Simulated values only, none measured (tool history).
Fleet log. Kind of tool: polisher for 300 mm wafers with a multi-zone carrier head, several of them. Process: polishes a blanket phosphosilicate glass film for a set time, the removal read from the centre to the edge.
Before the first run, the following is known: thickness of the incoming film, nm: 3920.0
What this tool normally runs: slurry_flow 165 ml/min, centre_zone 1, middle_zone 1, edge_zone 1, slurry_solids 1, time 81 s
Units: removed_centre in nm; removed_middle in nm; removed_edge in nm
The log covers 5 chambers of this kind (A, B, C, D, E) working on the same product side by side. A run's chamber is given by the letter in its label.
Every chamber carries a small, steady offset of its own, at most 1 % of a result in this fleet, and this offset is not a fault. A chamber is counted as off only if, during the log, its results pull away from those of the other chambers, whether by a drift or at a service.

{"hour": 2.9, "done": "chamber A: worn pad replaced by a new one"}
{"hour": 9.6, "done": "chamber B: slurry nozzle cleaned"}
{"run": "1C", "hour": 10.4, "slurry_flow": 165, "centre_zone": 1, "middle_zone": 1, "edge_zone": 1, "slurry_solids": 1, "time": 81, "removed_centre": 623.22, "removed_middle": 632.57, "removed_edge": 624.21}
{"run": "2B", "hour": 19.4, "slurry_flow": 165, "centre_zone": 1, "middle_zone": 1, "edge_zone": 1, "slurry_solids": 1, "time": 81, "removed_centre": 622.73, "removed_middle": 635.09, "removed_edge": 622.08}
{"run": "3D", "hour": 25.5, "slurry_flow": 165, "centre_zone": 1, "middle_zone": 1, "edge_zone": 1, "slurry_solids": 1, "time": 81, "removed_centre": 629.24, "removed_middle": 624.23, "removed_edge": 623.49}
{"run": "4A", "hour": 32.8, "slurry_flow": 165, "centre_zone": 1, "middle_zone": 1, "edge_zone": 1, "slurry_solids": 1, "time": 81, "removed_centre": 622.66, "removed_middle": 631.38, "removed_edge": 627.58}
{"hour": 38.5, "done": "chamber D: worn pad replaced by a new one"}
{"run": "5E", "hour": 41.9, "slurry_flow": 165, "centre_zone": 1, "middle_zone": 1, "edge_zone": 1, "slurry_solids": 1, "time": 81, "removed_centre": 627.2, "removed_middle": 632.26, "removed_edge": 632.51}
{"run": "6C", "hour": 47.6, "slurry_flow": 165, "centre_zone": 1, "middle_zone": 1, "edge_zone": 1, "slurry_solids": 1, "time": 81, "removed_centre": 622.2, "removed_middle": 631.97, "removed_edge": 631.02}
{"run": "7A", "hour": 56.0, "slurry_flow": 165, "centre_zone": 1, "middle_zone": 1, "edge_zone": 1, "slurry_solids": 1, "time": 81, "removed_centre": 631.57, "removed_middle": 628.58, "removed_edge": 632.08}
{"run": "8E", "hour": 66.4, "slurry_flow": 165, "centre_zone": 1, "middle_zone": 1, "edge_zone": 1, "slurry_solids": 1, "time": 81, "removed_centre": 635.98, "removed_middle": 627.54, "removed_edge": 621.57}
{"hour": 67.8, "done": "chamber C: worn pad replaced by a new one"}
{"run": "9B", "hour": 71.6, "slurry_flow": 165, "centre_zone": 1, "middle_zone": 1, "edge_zone": 1, "slurry_solids": 1, "time": 81, "removed_centre": 633.61, "removed_middle": 633.71, "removed_edge": 610.83}
{"run": "10D", "hour": 78.9, "slurry_flow": 165, "centre_zone": 1, "middle_zone": 1, "edge_zone": 1, "slurry_solids": 1, "time": 81, "removed_centre": 634.66, "removed_middle": 631.71, "removed_edge": 619.69}
{"run": "11C", "hour": 87.6, "slurry_flow": 165, "centre_zone": 1, "middle_zone": 1, "edge_zone": 1, "slurry_solids": 1, "time": 81, "removed_centre": 628.84, "removed_middle": 621.25, "removed_edge": 639.13}
{"hour": 98.1, "done": "chamber A: worn pad replaced by a new one"}
{"run": "12A", "hour": 98.1, "slurry_flow": 165, "centre_zone": 1, "middle_zone": 1, "edge_zone": 1, "slurry_solids": 1, "time": 81, "removed_centre": 639.02, "removed_middle": 630.29, "removed_edge": 634.37}
{"hour": 98.9, "done": "chamber E: worn pad replaced by a new one"}
{"run": "13E", "hour": 108.2, "slurry_flow": 165, "centre_zone": 0.89, "middle_zone": 1.05, "edge_zone": 1, "slurry_solids": 1, "time": 81, "removed_centre": 561, "removed_middle": 665.03, "removed_edge": 623.91}
{"run": "14D", "hour": 115.0, "slurry_flow": 165, "centre_zone": 0.89, "middle_zone": 1.05, "edge_zone": 1, "slurry_solids": 1, "time": 81, "removed_centre": 553.53, "removed_middle": 663.43, "removed_edge": 627.2}
{"hour": 121.3, "done": "chamber C: slurry nozzle cleaned"}
{"run": "15B", "hour": 124.4, "slurry_flow": 165, "centre_zone": 0.89, "middle_zone": 1.05, "edge_zone": 1, "slurry_solids": 1, "time": 81, "removed_centre": 557.24, "removed_middle": 662.84, "removed_edge": 618.13}
{"run": "16E", "hour": 130.9, "slurry_flow": 165, "centre_zone": 0.89, "middle_zone": 1.05, "edge_zone": 1, "slurry_solids": 1, "time": 81, "removed_centre": 551.73, "removed_middle": 655.73, "removed_edge": 623.7}
{"hour": 131.3, "done": "chamber B: worn pad replaced by a new one"}
{"hour": 133.3, "done": "chamber B: centre zone pressure recalibrated"}
{"hour": 135.3, "done": "chamber E: slurry nozzle cleaned"}
{"hour": 136.6, "done": "chamber D: slurry nozzle cleaned"}
{"run": "17C", "hour": 137.1, "slurry_flow": 165, "centre_zone": 0.89, "middle_zone": 1.05, "edge_zone": 1, "slurry_solids": 1, "time": 81, "removed_centre": 547.35, "removed_middle": 653.48, "removed_edge": 632.08}
{"run": "18D", "hour": 142.0, "slurry_flow": 165, "centre_zone": 1, "middle_zone": 1, "edge_zone": 1, "slurry_solids": 1, "time": 81, "removed_centre": 628.66, "removed_middle": 625.14, "removed_edge": 624.33}
{"run": "19A", "hour": 150.9, "slurry_flow": 165, "centre_zone": 1, "middle_zone": 1, "edge_zone": 1, "slurry_solids": 1, "time": 81, "removed_centre": 643.14, "removed_middle": 632.49, "removed_edge": 629.37}
{"run": "20B", "hour": 158.9, "slurry_flow": 165, "centre_zone": 1, "middle_zone": 1, "edge_zone": 1, "slurry_solids": 1, "time": 81, "removed_centre": 632.21, "removed_middle": 629.53, "removed_edge": 628.61}
{"run": "21C", "hour": 167.7, "slurry_flow": 165, "centre_zone": 1, "middle_zone": 1, "edge_zone": 1, "slurry_solids": 1, "time": 81, "removed_centre": 623.05, "removed_middle": 618.46, "removed_edge": 628.07}
{"run": "22E", "hour": 175.8, "slurry_flow": 165, "centre_zone": 1, "middle_zone": 1, "edge_zone": 1, "slurry_solids": 1, "time": 81, "removed_centre": 625.62, "removed_middle": 631.67, "removed_edge": 632.95}
{"run": "23B", "hour": 186.6, "slurry_flow": 165, "centre_zone": 1, "middle_zone": 1, "edge_zone": 1, "slurry_solids": 1, "time": 100, "removed_centre": 768.65, "removed_middle": 784.62, "removed_edge": 779.95}
{"hour": 192.6, "done": "chamber D: worn pad replaced by a new one"}
{"run": "24D", "hour": 193.6, "slurry_flow": 165, "centre_zone": 1, "middle_zone": 1, "edge_zone": 1, "slurry_solids": 1, "time": 100, "removed_centre": 771.61, "removed_middle": 778.14, "removed_edge": 782.3}
{"run": "25A", "hour": 203.4, "slurry_flow": 165, "centre_zone": 1, "middle_zone": 1, "edge_zone": 1, "slurry_solids": 1, "time": 100, "removed_centre": 815.58, "removed_middle": 773.51, "removed_edge": 781.23}
{"run": "26A", "hour": 209.3, "slurry_flow": 165, "centre_zone": 1, "middle_zone": 1, "edge_zone": 1, "slurry_solids": 1, "time": 100, "removed_centre": 802.46, "removed_middle": 773.48, "removed_edge": 773.52}
{"hour": 210.6, "done": "chamber A: worn pad replaced by a new one"}
{"run": "27B", "hour": 217.4, "slurry_flow": 165, "centre_zone": 1, "middle_zone": 1, "edge_zone": 1, "slurry_solids": 1, "time": 100, "removed_centre": 777.83, "removed_middle": 784.61, "removed_edge": 771.69}
{"run": "28E", "hour": 223.1, "slurry_flow": 165, "centre_zone": 1, "middle_zone": 1, "edge_zone": 1, "slurry_solids": 1, "time": 81, "removed_centre": 623.06, "removed_middle": 625.8, "removed_edge": 616.85}
{"hour": 226.6, "done": "chamber C: worn pad replaced by a new one"}
{"run": "29D", "hour": 231.6, "slurry_flow": 165, "centre_zone": 1, "middle_zone": 1, "edge_zone": 1, "slurry_solids": 1, "time": 81, "removed_centre": 631.71, "removed_middle": 632.87, "removed_edge": 626.63}
{"hour": 239.5, "done": "chamber B: slurry nozzle cleaned"}
{"run": "30C", "hour": 241.2, "slurry_flow": 165, "centre_zone": 1, "middle_zone": 1, "edge_zone": 1, "slurry_solids": 1, "time": 81, "removed_centre": 624.55, "removed_middle": 627.39, "removed_edge": 634.43}
{"run": "31B", "hour": 251.2, "slurry_flow": 165, "centre_zone": 1, "middle_zone": 1, "edge_zone": 1, "slurry_solids": 1, "time": 81, "removed_centre": 630.58, "removed_middle": 638.13, "removed_edge": 621.15}
{"hour": 251.9, "done": "chamber E: worn pad replaced by a new one"}
{"run": "32C", "hour": 260.4, "slurry_flow": 130, "centre_zone": 1, "middle_zone": 1, "edge_zone": 1, "slurry_solids": 1, "time": 81, "removed_centre": 588.22, "removed_middle": 592.4, "removed_edge": 624.49}
{"run": "33E", "hour": 267.0, "slurry_flow": 130, "centre_zone": 1, "middle_zone": 1, "edge_zone": 1, "slurry_solids": 1, "time": 81, "removed_centre": 600.13, "removed_middle": 597.32, "removed_edge": 611.05}
{"run": "34A", "hour": 272.5, "slurry_flow": 130, "centre_zone": 1, "middle_zone": 1, "edge_zone": 1, "slurry_solids": 1, "time": 81, "removed_centre": 626.79, "removed_middle": 605.11, "removed_edge": 609.18}
{"hour": 274.7, "done": "chamber D: centre zone pressure recalibrated"}
{"run": "35D", "hour": 281.0, "slurry_flow": 130, "centre_zone": 1, "middle_zone": 1, "edge_zone": 1, "slurry_solids": 1, "time": 81, "removed_centre": 600.1, "removed_middle": 600.42, "removed_edge": 603.01}
{"run": "36B", "hour": 289.9, "slurry_flow": 130, "centre_zone": 1, "middle_zone": 1, "edge_zone": 1, "slurry_solids": 1, "time": 81, "removed_centre": 599.24, "removed_middle": 591.03, "removed_edge": 615.54}

Is one chamber off against the others, does the gauge drift, or is nothing wrong? If a chamber is off, say which, and what the likeliest cause is.

Chamber A drifts away from the others.
What lies behind it: centre zone's pressure above its setpoint, % = 5.05.

Below are 4 candidate recipes for chamber A's next run, each the usual settings with a change, their results shown as question marks. Which of them brings A's results back in line with what the other chambers give on the usual settings?
In-line tolerance around the mean of the other chambers on the usual settings: removed_centre 14 nm; removed_middle 16 nm; removed_edge 24 nm
{"run": "37A-1", "hour": 297.8, "slurry_flow": 160, "centre_zone": 0.96, "middle_zone": 1.02, "edge_zone": 1.01, "slurry_solids": 1, "time": 80, "removed_centre": "?", "removed_middle": "?", "removed_edge": "?"}
{"run": "37A-2", "hour": 297.8, "slurry_flow": 170, "centre_zone": 1.09, "middle_zone": 0.97, "edge_zone": 0.98, "slurry_solids": 1, "time": 83, "removed_centre": "?", "removed_middle": "?", "removed_edge": "?"}
{"run": "37A-3", "hour": 297.8, "slurry_flow": 160, "centre_zone": 0.91, "middle_zone": 1.04, "edge_zone": 1.02, "slurry_solids": 1, "time": 80, "removed_centre": "?", "removed_middle": "?", "removed_edge": "?"}
{"run": "37A-4", "hour": 297.8, "slurry_flow": 170, "centre_zone": 1.04, "middle_zone": 0.98, "edge_zone": 0.99, "slurry_solids": 1, "time": 82, "removed_centre": "?", "removed_middle": "?", "removed_edge": "?"}

What the other chambers average on the usual settings: removed_centre 628.5 nm; removed_middle 628.4 nm; removed_edge 628.69 nm
run=37A-1 removed_centre=629.27 removed_middle=626.27 removed_edge=627.82
run=37A-2 removed_centre=759.87 removed_middle=627.04 removed_edge=646.54
run=37A-3 removed_centre=592.93 removed_middle=637.57 removed_edge=630.93
run=37A-4 removed_centre=713 removed_middle=625.42 removed_edge=642.07
The right change is 37A-1: it brings the chamber back within the allowed miss of the others.
